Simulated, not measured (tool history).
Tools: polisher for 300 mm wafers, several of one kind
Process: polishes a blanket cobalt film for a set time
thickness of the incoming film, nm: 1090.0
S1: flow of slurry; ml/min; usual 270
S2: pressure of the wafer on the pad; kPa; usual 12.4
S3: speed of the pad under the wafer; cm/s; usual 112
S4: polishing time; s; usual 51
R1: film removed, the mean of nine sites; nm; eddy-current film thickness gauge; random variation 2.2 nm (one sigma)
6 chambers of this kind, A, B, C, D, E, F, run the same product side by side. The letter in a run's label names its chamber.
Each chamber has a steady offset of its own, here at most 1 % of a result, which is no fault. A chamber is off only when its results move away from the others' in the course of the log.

Run 1D, hour 5.6: usual settings. Result: R1 315.34 nm.
Run 2B, hour 9.6: usual settings. Result: R1 307.33 nm.
At hour 10.5: chamber B: worn pad replaced by a new one.
At hour 13.0: chamber E: head pressure recalibrated.
Run 3F, hour 15.9: usual settings. Result: R1 316.68 nm.
Run 4C, hour 22.2: usual settings. Result: R1 308.83 nm.
At hour 22.3: chamber A: worn pad replaced by a new one.
At hour 27.0: chamber D: worn pad replaced by a new one.
Run 5A, hour 27.1: usual settings. Result: R1 311.02 nm.
At hour 30.1: chamber C: worn pad replaced by a new one.
At hour 31.3: chamber F: worn pad replaced by a new one.
Run 6E, hour 33.2: usual settings but S1 360 ml/min, S2 15.2 kPa. Result: R1 391.54 nm.
Run 7D, hour 39.4: usual settings but S1 360 ml/min, S2 15.2 kPa. Result: R1 390.29 nm.
At hour 39.5: chamber E: worn pad replaced by a new one.
Run 8C, hour 46.4: usual settings but S1 360 ml/min, S2 15.2 kPa. Result: R1 394.32 nm.
Run 9E, hour 51.3: usual settings but S1 360 ml/min, S2 15.2 kPa. Result: R1 390.48 nm.
Run 10F, hour 57.6: usual settings but S1 360 ml/min, S2 15.2 kPa. Result: R1 393.35 nm.
Run 11B, hour 64.9: usual settings but S1 360 ml/min, S2 15.2 kPa. Result: R1 386.61 nm.
At hour 68.0: chamber C: slurry nozzle cleaned.
Run 12A, hour 69.1: usual settings but S1 205 ml/min, S2 15.2 kPa. Result: R1 372.36 nm.
At hour 74.2: chamber B: worn pad replaced by a new one.
Run 13B, hour 78.1: usual settings but S1 205 ml/min, S2 15.2 kPa. Result: R1 365.90 nm.
Run 14A, hour 86.9: usual settings but S1 205 ml/min, S2 15.2 kPa. Result: R1 365.75 nm.
Run 15F, hour 94.1: usual settings but S1 205 ml/min, S2 15.2 kPa. Result: R1 372.35 nm.
At hour 95.3: chamber E: worn pad replaced by a new one.
Run 16C, hour 101.3: usual settings but S1 205 ml/min, S2 15.2 kPa. Result: R1 367.56 nm.
Run 17E, hour 108.4: usual settings but S1 205 ml/min, S2 15.2 kPa. Result: R1 368.66 nm.
At hour 109.9: chamber F: worn pad replaced by a new one.
Run 18D, hour 113.5: usual settings. Result: R1 311.20 nm.
At hour 114.9: chamber A: worn pad replaced by a new one.
Run 19B, hour 121.0: usual settings. Result: R1 312.55 nm.
At hour 122.9: chamber A: slurry nozzle cleaned.
Run 20F, hour 125.4: usual settings. Result: R1 314.54 nm.
Run 21A, hour 133.3: usual settings. Result: R1 314.56 nm.
At hour 135.3: chamber D: worn pad replaced by a new one.
Run 22E, hour 138.0: usual settings. Result: R1 306.52 nm.
At hour 140.9: chamber B: worn pad replaced by a new one.
At hour 143.7: chamber E: worn pad replaced by a new one.
Run 23D, hour 145.2: usual settings. Result: R1 313.24 nm.
Run 24C, hour 150.5: usual settings but S3 86 cm/s, S4 41 s. Result: R1 195.62 nm.
Run 25D, hour 159.5: usual settings but S3 86 cm/s, S4 41 s. Result: R1 190.73 nm.
At hour 159.8: chamber C: worn pad replaced by a new one.
Run 26A, hour 165.2: usual settings but S3 86 cm/s, S4 41 s. Result: R1 189.76 nm.
Run 27C, hour 169.3: usual settings but S3 86 cm/s, S4 41 s. Result: R1 195.10 nm.
Run 28E, hour 173.4: usual settings but S3 86 cm/s, S4 41 s. Result: R1 188.77 nm.
Run 29F, hour 178.7: usual settings but S3 86 cm/s, S4 41 s. Result: R1 193.52 nm.
At hour 179.8: chamber F: worn pad replaced by a new one.
Run 30B, hour 183.3: usual settings. Result: R1 307.68 nm.
Run 31F, hour 187.8: usual settings. Result: R1 310.81 nm.
Run 32A, hour 194.0: usual settings. Result: R1 313.76 nm.
Run 33B, hour 200.5: usual settings but S4 39 s. Result: R1 234.82 nm.
At hour 202.1: chamber E: worn pad replaced by a new one.
Run 34C, hour 207.9: usual settings but S4 39 s. Result: R1 243.91 nm.
At hour 210.2: chamber B: worn pad replaced by a new one.
Run 35E, hour 212.6: usual settings but S4 39 s. Result: R1 231.86 nm.
At hour 217.3: chamber A: worn pad replaced by a new one.
Run 36D, hour 221.0: usual settings but S4 39 s. Result: R1 236.07 nm.
Run 37C, hour 228.3: usual settings but S4 39 s. Result: R1 242.43 nm.
Run 38F, hour 233.3: usual settings but S4 39 s. Result: R1 240.35 nm.
At hour 241.8: chamber D: worn pad replaced by a new one.
Run 39D, hour 242.5: usual settings. Result: R1 310.91 nm.
Run 40E, hour 248.7: usual settings. Result: R1 298.71 nm.
At hour 250.2: chamber F: worn pad replaced by a new one.
Run 41B, hour 254.9: usual settings but S1 335 ml/min, S4 46 s. Result: R1 285.16 nm.
Run 42A, hour 261.1: usual settings but S1 335 ml/min, S4 46 s. Result: R1 285.31 nm.
Run 43F, hour 270.0: usual settings but S1 335 ml/min, S4 46 s. Result: R1 289.98 nm.

Is one chamber off against the others, does the gauge drift, or is nothing wrong? If a chamber is off, say which, and what the likeliest cause is.

Chamber E drifts away from the others.
Cause: slurry flow missing at the pad, % = 30.2.
The log may not tell that from: head's pressure below its setpoint, %.

Here are 4 candidates for chamber E's next run, each the usual settings with a change, their results left as question marks. Which one brings its results back in line with what the others give on the usual settings?
In line means no further than this from the other chambers' mean on the usual settings: R1 7.80 nm
Run 44E-1, hour 276.7: usual settings but S3 108 cm/s, S4 50 s. Result: R1 ?.
Run 44E-2, hour 276.7: usual settings but S1 300 ml/min. Result: R1 ?.
Run 44E-3, hour 276.7: usual settings but S3 116 cm/s, S4 52 s. Result: R1 ?.
Run 44E-4, hour 276.7: usual settings but S3 110 cm/s. Result: R1 ?.

The other chambers' mean on the usual settings: R1 311.95 nm
  run      R1
44E-1  277.73
44E-2  298.10
44E-3  310.57
44E-4  288.61
44E-3 brings the chamber back in line.

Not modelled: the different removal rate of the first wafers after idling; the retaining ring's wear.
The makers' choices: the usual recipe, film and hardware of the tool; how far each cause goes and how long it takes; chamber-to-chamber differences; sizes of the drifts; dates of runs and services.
